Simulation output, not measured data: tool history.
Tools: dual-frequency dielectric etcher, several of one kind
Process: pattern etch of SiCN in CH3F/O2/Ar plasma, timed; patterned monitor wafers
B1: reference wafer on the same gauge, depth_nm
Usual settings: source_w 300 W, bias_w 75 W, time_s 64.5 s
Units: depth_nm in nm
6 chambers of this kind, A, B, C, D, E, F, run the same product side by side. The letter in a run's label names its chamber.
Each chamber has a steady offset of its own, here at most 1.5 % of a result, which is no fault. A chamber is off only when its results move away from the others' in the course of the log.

run 1E hour=6.7 | source_w=300 bias_w=75 time_s=64.5 | B1=19.477 | depth_nm=21.965
run 2A hour=17.7 | source_w=300 bias_w=75 time_s=64.5 | B1=19.506 | depth_nm=21.731
-- hour=18.5 chamber D: bias power generator calibrated
run 3B hour=25.5 | source_w=300 bias_w=75 time_s=64.5 | B1=19.483 | depth_nm=22.091
-- hour=27.6 chamber E: wet clean of the chamber
run 4F hour=33.2 | source_w=300 bias_w=75 time_s=64.5 | B1=19.520 | depth_nm=22.188
run 5D hour=41.1 | source_w=300 bias_w=75 time_s=64.5 | B1=19.490 | depth_nm=21.928
run 6C hour=49.8 | source_w=300 bias_w=75 time_s=64.5 | B1=19.501 | depth_nm=22.323
-- hour=50.9 chamber F: wet clean of the chamber
run 7D hour=63.3 | source_w=300 bias_w=75 time_s=64.5 | B1=19.500 | depth_nm=21.841
run 8F hour=73.6 | source_w=300 bias_w=75 time_s=64.5 | B1=19.492 | depth_nm=22.202
run 9C hour=83.9 | source_w=300 bias_w=75 time_s=64.5 | B1=19.501 | depth_nm=22.440
run 10E hour=94.4 | source_w=300 bias_w=75 time_s=64.5 | B1=19.491 | depth_nm=21.933
run 11B hour=108.3 | source_w=300 bias_w=75 time_s=64.5 | B1=19.490 | depth_nm=22.022
run 12A hour=121.5 | source_w=300 bias_w=61 time_s=46.0 | B1=19.483 | depth_nm=14.558
run 13F hour=133.8 | source_w=300 bias_w=61 time_s=46.0 | B1=19.500 | depth_nm=14.516
run 14C hour=144.8 | source_w=300 bias_w=61 time_s=46.0 | B1=19.486 | depth_nm=14.849
run 15A hour=154.8 | source_w=300 bias_w=61 time_s=46.0 | B1=19.479 | depth_nm=14.424
run 16E hour=162.1 | source_w=300 bias_w=61 time_s=46.0 | B1=19.496 | depth_nm=14.525
run 17D hour=175.1 | source_w=300 bias_w=61 time_s=46.0 | B1=19.479 | depth_nm=14.476
run 18B hour=185.1 | source_w=240 bias_w=75 time_s=64.5 | B1=19.502 | depth_nm=20.413
run 19B hour=198.0 | source_w=240 bias_w=75 time_s=64.5 | B1=19.489 | depth_nm=20.339
run 20C hour=206.9 | source_w=240 bias_w=75 time_s=64.5 | B1=19.516 | depth_nm=20.466
run 21A hour=217.9 | source_w=240 bias_w=75 time_s=64.5 | B1=19.481 | depth_nm=20.229
run 22F hour=227.7 | source_w=240 bias_w=75 time_s=64.5 | B1=19.503 | depth_nm=20.503
-- hour=233.8 chamber B: wet clean of the chamber
run 23E hour=241.7 | source_w=240 bias_w=75 time_s=64.5 | B1=19.495 | depth_nm=20.250
-- hour=247.2 chamber F: source power generator calibrated
run 24D hour=249.0 | source_w=300 bias_w=75 time_s=64.5 | B1=19.508 | depth_nm=21.934
run 25C hour=258.5 | source_w=300 bias_w=75 time_s=64.5 | B1=19.497 | depth_nm=22.304
-- hour=264.0 chamber A: wet clean of the chamber
run 26B hour=271.2 | source_w=300 bias_w=75 time_s=64.5 | B1=19.504 | depth_nm=22.717
run 27D hour=285.1 | source_w=300 bias_w=75 time_s=64.5 | B1=19.495 | depth_nm=22.057
run 28E hour=292.3 | source_w=300 bias_w=75 time_s=64.5 | B1=19.502 | depth_nm=21.989
run 29F hour=300.7 | source_w=300 bias_w=75 time_s=64.5 | B1=19.482 | depth_nm=22.102
-- hour=306.4 chamber B: bias power generator calibrated
run 30A hour=309.1 | source_w=300 bias_w=75 time_s=64.5 | B1=19.491 | depth_nm=21.884
run 31C hour=322.4 | source_w=300 bias_w=75 time_s=64.5 | B1=19.513 | depth_nm=22.430
run 32F hour=333.5 | source_w=300 bias_w=75 time_s=64.5 | B1=19.507 | depth_nm=22.089
-- hour=334.0 chamber D: wet clean of the chamber
run 33A hour=342.2 | source_w=300 bias_w=75 time_s=64.5 | B1=19.502 | depth_nm=21.857
run 34E hour=352.2 | source_w=300 bias_w=75 time_s=64.5 | B1=19.534 | depth_nm=22.051
run 35D hour=360.2 | source_w=300 bias_w=75 time_s=73.5 | B1=19.488 | depth_nm=24.916
run 36B hour=371.9 | source_w=300 bias_w=75 time_s=73.5 | B1=19.504 | depth_nm=26.171
run 37A hour=382.8 | source_w=300 bias_w=75 time_s=73.5 | B1=19.503 | depth_nm=24.998
run 38D hour=396.3 | source_w=300 bias_w=75 time_s=73.5 | B1=19.480 | depth_nm=25.083

Is one chamber off against the others, does the gauge drift, or is nothing wrong? If a chamber is off, say which, and what the likeliest cause is.

A service left chamber B off against the others.
Cause: etch rate over this chamber's usual, % = 3.19.

Here are 4 candidates for chamber B's next run, each the usual settings with a change, their results left as question marks. Which one brings its results back in line with what the others give on the usual settings?
In line means no further than this from the other chambers' mean on the usual settings: depth_nm 0.300 nm
run 39B-1 hour=406.6 | source_w=300 bias_w=74 time_s=63.0 | depth_nm=?
run 39B-2 hour=406.6 | source_w=330 bias_w=75 time_s=64.5 | depth_nm=?
run 39B-3 hour=406.6 | source_w=300 bias_w=63 time_s=64.5 | depth_nm=?
run 39B-4 hour=406.6 | source_w=300 bias_w=87 time_s=64.5 | depth_nm=?

The other chambers' mean on the usual settings: depth_nm 22.037 nm
run=39B-1 depth_nm=22.095
run=39B-2 depth_nm=23.550
run=39B-3 depth_nm=21.338
run=39B-4 depth_nm=24.032
39B-1 brings the chamber back in line.
